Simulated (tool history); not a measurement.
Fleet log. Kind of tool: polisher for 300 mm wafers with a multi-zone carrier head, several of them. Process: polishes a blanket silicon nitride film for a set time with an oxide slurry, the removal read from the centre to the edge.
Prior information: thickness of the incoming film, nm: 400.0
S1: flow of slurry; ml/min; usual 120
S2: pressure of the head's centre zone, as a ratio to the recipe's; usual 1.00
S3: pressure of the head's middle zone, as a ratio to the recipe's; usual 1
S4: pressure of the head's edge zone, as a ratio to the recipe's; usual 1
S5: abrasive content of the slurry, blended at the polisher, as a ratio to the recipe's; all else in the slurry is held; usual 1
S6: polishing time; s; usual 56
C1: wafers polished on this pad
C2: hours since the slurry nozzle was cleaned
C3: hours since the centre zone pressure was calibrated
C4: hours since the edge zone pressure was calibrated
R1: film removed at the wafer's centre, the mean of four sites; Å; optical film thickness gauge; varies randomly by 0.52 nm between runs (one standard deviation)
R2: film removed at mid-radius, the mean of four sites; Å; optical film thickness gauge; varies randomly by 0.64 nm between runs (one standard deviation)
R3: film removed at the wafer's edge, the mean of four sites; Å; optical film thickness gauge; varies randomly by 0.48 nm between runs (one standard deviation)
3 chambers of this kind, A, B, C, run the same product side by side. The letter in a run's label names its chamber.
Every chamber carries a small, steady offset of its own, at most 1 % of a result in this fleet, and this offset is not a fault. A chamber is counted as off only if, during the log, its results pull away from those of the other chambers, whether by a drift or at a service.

| run | day | S1 | S2 | S3 | S4 | S5 | S6 | C1 | C2 | C3 | C4 | R1 | R2 | R3 |
|---|---|---|---|---|---|---|---|---|---|---|---|---|---|---|
| 1B | 0.500 | 120 | 1.00 | 1 | 1 | 1 | 56 | 515 | 44.6 | 605.4 | 417.7 | 491.27 | 480.06 | 477.69 |
| 2C | 0.896 | 120 | 1.00 | 1 | 1 | 1 | 56 | 610 | 660.1 | 166.1 | 285.2 | 493.84 | 493.67 | 492.84 |
|  | 0.938 | chamber C: slurry nozzle cleaned |
|  | 1.221 | chamber A: worn pad replaced by a new one |
|  | 1.304 | chamber A: edge zone pressure recalibrated |
| 3A | 1.388 | 120 | 1.00 | 1 | 1 | 1 | 56 | 46 | 453.8 | 845.9 | 2.1 | 473.45 | 485.65 | 482.18 |
|  | 1.512 | chamber C: worn pad replaced by a new one |
| 4C | 1.662 | 120 | 1.00 | 1 | 1 | 1 | 56 | 42 | 17.5 | 184.5 | 303.6 | 485.97 | 493.55 | 488.16 |
| 5B | 2.254 | 120 | 1.00 | 1 | 1 | 1 | 56 | 1000 | 86.7 | 647.5 | 459.8 | 482.07 | 474.35 | 489.66 |
| 6A | 2.642 | 120 | 1.00 | 1 | 1 | 1 | 56 | 393 | 483.9 | 876.0 | 32.2 | 474.96 | 481.23 | 482.18 |
| 7C | 3.050 | 120 | 1.00 | 1 | 1 | 1 | 56 | 426 | 50.8 | 217.8 | 336.9 | 493.77 | 485.96 | 488.59 |
| 8B | 3.488 | 120 | 1.00 | 1 | 1 | 1 | 56 | 1342 | 116.3 | 677.1 | 489.4 | 484.19 | 480.97 | 483.81 |
| 9A | 3.800 | 120 | 1.00 | 1 | 1 | 1 | 56 | 714 | 511.7 | 903.8 | 60.0 | 483.69 | 486.74 | 480.32 |
|  | 3.988 | chamber C: worn pad replaced by a new one |
|  | 3.988 | chamber A: worn pad replaced by a new one |
| 10B | 4.083 | 120 | 1.00 | 1 | 1 | 1 | 56 | 1507 | 130.6 | 691.4 | 503.7 | 482.86 | 471.97 | 494.33 |
| 11C | 4.508 | 120 | 1.00 | 1 | 1 | 1 | 56 | 145 | 85.8 | 252.8 | 371.9 | 489.95 | 474.23 | 487.95 |
| 12A | 4.879 | 120 | 1.00 | 1 | 1 | 1 | 56 | 246 | 537.6 | 929.7 | 85.9 | 484.43 | 497.35 | 491.69 |
| 13A | 5.179 | 120 | 1.00 | 1 | 1 | 1 | 56 | 330 | 544.8 | 936.9 | 93.1 | 481.87 | 495.15 | 487.31 |
| 14C | 5.704 | 120 | 1.00 | 1 | 1 | 1 | 56 | 476 | 114.5 | 281.5 | 400.6 | 481.18 | 488.24 | 489.42 |
| 15B | 6.025 | 120 | 1.00 | 1 | 1 | 1 | 56 | 2044 | 177.2 | 738.0 | 550.3 | 491.11 | 469.16 | 489.19 |
|  | 6.504 | chamber C: worn pad replaced by a new one |
| 16C | 6.550 | 120 | 1.00 | 1 | 1 | 1 | 56 | 13 | 134.8 | 301.8 | 420.9 | 477.85 | 475.97 | 490.31 |
| 17A | 6.854 | 120 | 1.00 | 1 | 1 | 1 | 56 | 793 | 585.0 | 977.1 | 133.3 | 475.70 | 477.96 | 488.21 |
|  | 7.154 | chamber A: worn pad replaced by a new one |
| 18B | 7.454 | 120 | 1.00 | 1 | 1 | 1 | 56 | 2440 | 211.5 | 772.3 | 584.6 | 481.62 | 475.06 | 477.60 |
| 19A | 8.029 | 120 | 1.00 | 1 | 1 | 1 | 56 | 243 | 613.2 | 1005.3 | 161.5 | 483.19 | 483.94 | 485.59 |
| 20C | 8.367 | 120 | 1.00 | 1 | 1 | 1 | 56 | 516 | 178.4 | 345.4 | 464.5 | 480.08 | 486.24 | 487.44 |
| 21B | 8.854 | 120 | 1.00 | 1 | 1 | 1 | 56 | 2828 | 245.1 | 805.9 | 618.2 | 464.41 | 473.55 | 466.74 |
| 22C | 9.188 | 120 | 1.00 | 1 | 1 | 1 | 56 | 743 | 198.1 | 365.1 | 484.2 | 485.42 | 502.96 | 491.06 |
|  | 9.379 | chamber C: worn pad replaced by a new one |
| 23B | 9.721 | 120 | 1.00 | 1 | 1 | 1 | 56 | 3067 | 265.9 | 826.7 | 639.0 | 461.10 | 458.26 | 466.43 |
| 24A | 10.133 | 120 | 1.00 | 1 | 1 | 1 | 56 | 825 | 663.7 | 1055.8 | 212.0 | 476.01 | 474.55 | 486.26 |
|  | 10.171 | chamber A: worn pad replaced by a new one |
|  | 10.312 | chamber A: slurry nozzle cleaned |
| 25A | 10.688 | 120 | 1.00 | 1 | 1 | 1 | 56 | 143 | 9.0 | 1069.1 | 225.3 | 486.88 | 485.13 | 491.49 |
| 26B | 11.146 | 120 | 1.00 | 1 | 1 | 1 | 56 | 3462 | 300.1 | 860.9 | 673.2 | 461.24 | 453.28 | 451.13 |
| 27C | 11.442 | 120 | 1.00 | 1 | 1 | 1 | 56 | 571 | 252.2 | 419.2 | 538.3 | 483.09 | 488.46 | 490.12 |
| 28B | 11.825 | 120 | 1.00 | 1 | 1 | 1 | 56 | 3650 | 316.4 | 877.2 | 689.5 | 450.24 | 442.62 | 446.25 |
|  | 11.838 | chamber B: slurry nozzle cleaned |
| 29C | 12.233 | 120 | 1.00 | 1 | 1 | 1 | 56 | 791 | 271.2 | 438.2 | 557.3 | 487.54 | 473.31 | 481.55 |
|  | 12.467 | chamber C: worn pad replaced by a new one |
|  | 12.754 | chamber A: worn pad replaced by a new one |
| 30A | 12.817 | 95 | 1.00 | 1 | 1 | 1 | 56 | 17 | 60.1 | 1120.2 | 276.4 | 450.68 | 461.69 | 470.23 |
|  | 12.871 | chamber A: centre zone pressure recalibrated |
| 31C | 13.358 | 95 | 1.00 | 1 | 1 | 1 | 56 | 247 | 298.2 | 465.2 | 584.3 | 452.70 | 454.70 | 468.53 |
| 32A | 13.929 | 95 | 1.00 | 1 | 1 | 1 | 56 | 325 | 86.8 | 25.4 | 303.1 | 441.76 | 459.16 | 465.27 |
|  | 14.092 | chamber B: centre zone pressure recalibrated |
| 33B | 14.250 | 120 | 1.00 | 1 | 1 | 1 | 56 | 4321 | 58.0 | 3.9 | 747.7 | 432.91 | 433.90 | 434.48 |

Has any chamber moved away from the others, gradually or after a service, or does the common gauge drift, or do the chambers differ only by their own small steady offsets? State the chamber and the most likely cause if one applies.

It is chamber B that slowly wanders off from its peers.
What lies behind it: removal rate lost through wear of the pad, % = 10.4.

Below are 4 candidate recipes for chamber B's next run, each the usual settings with a change, their results shown as question marks. Which of them brings B's results back in line with what the other chambers give on the usual settings?
In-line tolerance around the mean of the other chambers on the usual settings: R1 18.00 Å; R2 23.00 Å; R3 17.00 Å
| 34B-1 | 14.688 | 120 | 0.99 | 1.01 | 1.01 | 1.05 | 61 |  |  |  |  | ? | ? | ? |
| 34B-2 | 14.688 | 120 | 1.01 | 0.99 | 1.00 | 1.00 | 53 |  |  |  |  | ? | ? | ? |
| 34B-3 | 14.688 | 120 | 1.01 | 0.99 | 0.99 | 0.95 | 51 |  |  |  |  | ? | ? | ? |
| 34B-4 | 14.688 | 120 | 0.99 | 1.01 | 1.00 | 1.00 | 59 |  |  |  |  | ? | ? | ? |

Mean of the other chambers on the usual settings: R1 482.91 Å; R2 485.96 Å; R3 487.96 Å
| run | R1 | R2 | R3 |
|---|---|---|---|
| 34B-1 | 480.34 | 478.72 | 489.37 |
| 34B-2 | 417.33 | 399.62 | 414.00 |
| 34B-3 | 392.28 | 375.64 | 387.10 |
| 34B-4 | 454.61 | 453.09 | 460.74 |
The right change is 34B-1: it brings the chamber back within the allowed miss of the others.

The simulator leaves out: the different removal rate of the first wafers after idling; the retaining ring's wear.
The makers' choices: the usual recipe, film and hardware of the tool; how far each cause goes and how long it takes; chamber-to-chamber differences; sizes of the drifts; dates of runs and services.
